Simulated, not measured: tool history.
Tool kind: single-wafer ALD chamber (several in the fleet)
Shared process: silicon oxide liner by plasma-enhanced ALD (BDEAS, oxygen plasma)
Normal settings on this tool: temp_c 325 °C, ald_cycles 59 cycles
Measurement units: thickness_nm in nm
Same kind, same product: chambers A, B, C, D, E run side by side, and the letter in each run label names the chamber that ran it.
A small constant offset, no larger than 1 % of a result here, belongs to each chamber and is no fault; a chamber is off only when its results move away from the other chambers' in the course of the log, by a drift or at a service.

run	hour	temp_c	ald_cycles	hours since the last thermocouple change	read-back reference wafer on the same gauge, thickness_nm	thickness_nm
1D	3.9	325	59	1291.1	4.4819	5.3222
2A	9.1	325	59	1681.4	4.4801	5.2838
3E	14.3	325	59	481.3	4.4819	5.2643
4B	18.4	325	59	912.8	4.4828	5.302
5C	21.7	325	59	781.9	4.4816	5.2644
6B	24.6	325	59	919	4.4825	5.2984
7C	28.4	325	59	788.6	4.4828	5.2738
8E	33.7	314	53	500.7	4.484	4.8014
9D	39.1	314	53	1326.3	4.4855	4.859
10A	45.1	314	53	1717.4	4.4847	4.8297
11C	49.1	314	53	809.3	4.4858	4.8154
12A	51.7	314	53	1724	4.4847	4.8243
13B	54.9	325	59	949.3	4.4869	5.3077
14E	60.7	325	59	527.7	4.4855	5.2677
15D	66.4	325	59	1353.6	4.4853	5.3295
16A	70.7	325	59	1743	4.4891	5.2877
17B	75.2	325	59	969.6	4.4878	5.314
18E	79.5	325	59	546.5	4.4895	5.2665
19D	85.2	325	59	1372.4	4.4895	5.3237
20C	91.4	325	59	851.6	4.4896	5.2698
21B	97.2	325	59	991.6	4.49	5.3099
22E	102.1	325	59	569.1	4.491	5.2782
23A	107.3	325	59	1779.6	4.4911	5.2962
24C	111.6	325	59	871.8	4.493	5.2714
25D	115.9	325	59	1403.1	4.492	5.3292
26D	120.6	325	59	1407.8	4.4915	5.329
27C	125	325	59	885.2	4.4945	5.285
28E	130.2	325	59	597.2	4.4931	5.2693
29A	134.7	325	59	1807	4.4961	5.2958
30B	140.4	325	59	1034.8	4.4949	5.3187
31C	146.2	325	59	906.4	4.4962	5.2829
32A	150.9	325	59	1823.2	4.4948	5.2962
33E	154.1	325	59	621.1	4.4973	5.285
34D	157	325	59	1444.2	4.4965	5.3367
35B	161.1	325	59	1055.5	4.4978	5.3217
36C	166.8	325	59	927	4.4974	5.2779
37E	170.6	325	59	637.6	4.4979	5.2787

Is one chamber off against the others, does the gauge drift, or is nothing wrong? If a chamber is off, say which, and what the likeliest cause is.

The shared gauge is drifting. All chambers look as if they move in step, but none is off.
Most likely cause: gauge reads high (%) = 0.417.
